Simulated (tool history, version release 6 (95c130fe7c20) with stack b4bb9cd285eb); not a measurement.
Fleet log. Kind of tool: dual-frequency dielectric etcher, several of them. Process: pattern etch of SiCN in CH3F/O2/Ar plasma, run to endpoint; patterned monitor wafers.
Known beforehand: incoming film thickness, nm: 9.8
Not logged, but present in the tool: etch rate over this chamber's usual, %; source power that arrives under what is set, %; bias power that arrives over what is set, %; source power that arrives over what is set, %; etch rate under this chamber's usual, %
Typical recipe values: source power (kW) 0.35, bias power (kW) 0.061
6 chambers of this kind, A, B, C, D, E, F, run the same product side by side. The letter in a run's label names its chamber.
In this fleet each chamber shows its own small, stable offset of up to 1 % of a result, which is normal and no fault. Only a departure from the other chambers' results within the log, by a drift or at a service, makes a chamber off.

run	hour	source power (kW)	bias power (kW)	hours since the last wet clean	hours since the last source power generator calibration	hours since the last bias power generator calibration	endpoint time (s)
1C	13.7	0.35	0.061	160.5	3311.1	936.9	29.39
2D	27.1	0.35	0.061	137.5	1094.9	983.3	29.193
3B	42.9	0.35	0.061	246.1	1270.2	1155.5	28.944
4E	52.7	0.35	0.061	117.3	3967.1	3504.2	29.018
5A	66.4	0.35	0.061	98.8	127.1	1252.7	29.232
6F	75	0.35	0.061	79.5	141.3	2775.1	29.098
7B	88.7	0.35	0.061	291.9	1316	1201.3	29.112
8C	98.3	0.35	0.061	245.1	3395.7	1021.5	29.12
9A	105.9	0.28	0.047	138.3	166.6	1292.2	34.331
10F	120.1	0.28	0.047	124.6	186.4	2820.2	34.606
11D	136.1	0.28	0.047	246.5	1203.9	1092.3	34.792
12E	148.6	0.28	0.047	213.2	4063	3600.1	34.457
13B	162.2	0.28	0.047	365.4	1389.5	1274.8	34.641
14E	171.9	0.28	0.047	236.5	4086.3	3623.4	34.677
15F	184.9	0.35	0.061	189.4	251.2	2885	28.858
16D	197.9	0.35	0.061	308.3	1265.7	1154.1	29.31
17C	209.1	0.35	0.061	355.9	3506.5	1132.3	29.206
# hour 209.5: chamber B: wet clean of the chamber
18A	219	0.35	0.061	251.4	279.7	1405.3	28.886
19E	226.3	0.35	0.061	290.9	4140.7	3677.8	29.267
20D	236.5	0.35	0.061	346.9	1304.3	1192.7	28.979
21B	251.8	0.28	0.073	42.4	1479.1	1364.4	29.494
# hour 255.9: chamber D: wet clean of the chamber
22A	264.4	0.28	0.073	296.8	325.1	1450.7	29.967
23F	272.6	0.28	0.073	277.1	338.9	2972.7	29.582
24C	288.1	0.28	0.073	434.9	3585.5	1211.3	29.889
25A	295.6	0.28	0.073	328	356.3	1481.9	29.746
26D	303.3	0.28	0.073	47.5	1371.1	1259.5	29.481
27B	313.6	0.39	0.061	104.2	1540.9	1426.2	27.826
# hour 315.8: chamber F: wet clean of the chamber
28E	324	0.39	0.061	388.6	4238.4	3775.5	27.997
29C	333.7	0.39	0.061	480.5	3631.1	1256.9	28.052
30F	349.6	0.39	0.061	33.8	415.9	3049.7	27.563
31A	364.1	0.39	0.061	396.5	424.8	1550.4	27.993
32C	375.4	0.39	0.061	522.2	3672.8	1298.6	28.239
33E	383.5	0.35	0.061	448.1	4297.9	3835	29.221
# hour 391.5: chamber B: bias power generator calibrated
34F	398	0.35	0.074	82.2	464.3	3098.1	27.052
35D	412.3	0.35	0.074	156.5	1480.1	1368.5	27.211
36B	420.1	0.35	0.074	210.7	1647.4	28.7	27.073
37A	434.6	0.35	0.074	467	495.3	1620.9	26.963
38E	445.1	0.35	0.074	509.7	4359.5	3896.6	27.077
39F	458.3	0.35	0.074	142.5	524.6	3158.4	26.926
40D	466	0.32	0.047	210.2	1533.8	1422.2	32.919

Does one chamber stand apart from the rest, does the shared gauge drift, or is all well apart from small per-chamber offsets? Give the chamber and the most likely cause, where there is one.

Beyond each chamber's small constant offset nothing stands out, and the gauge stays steady.
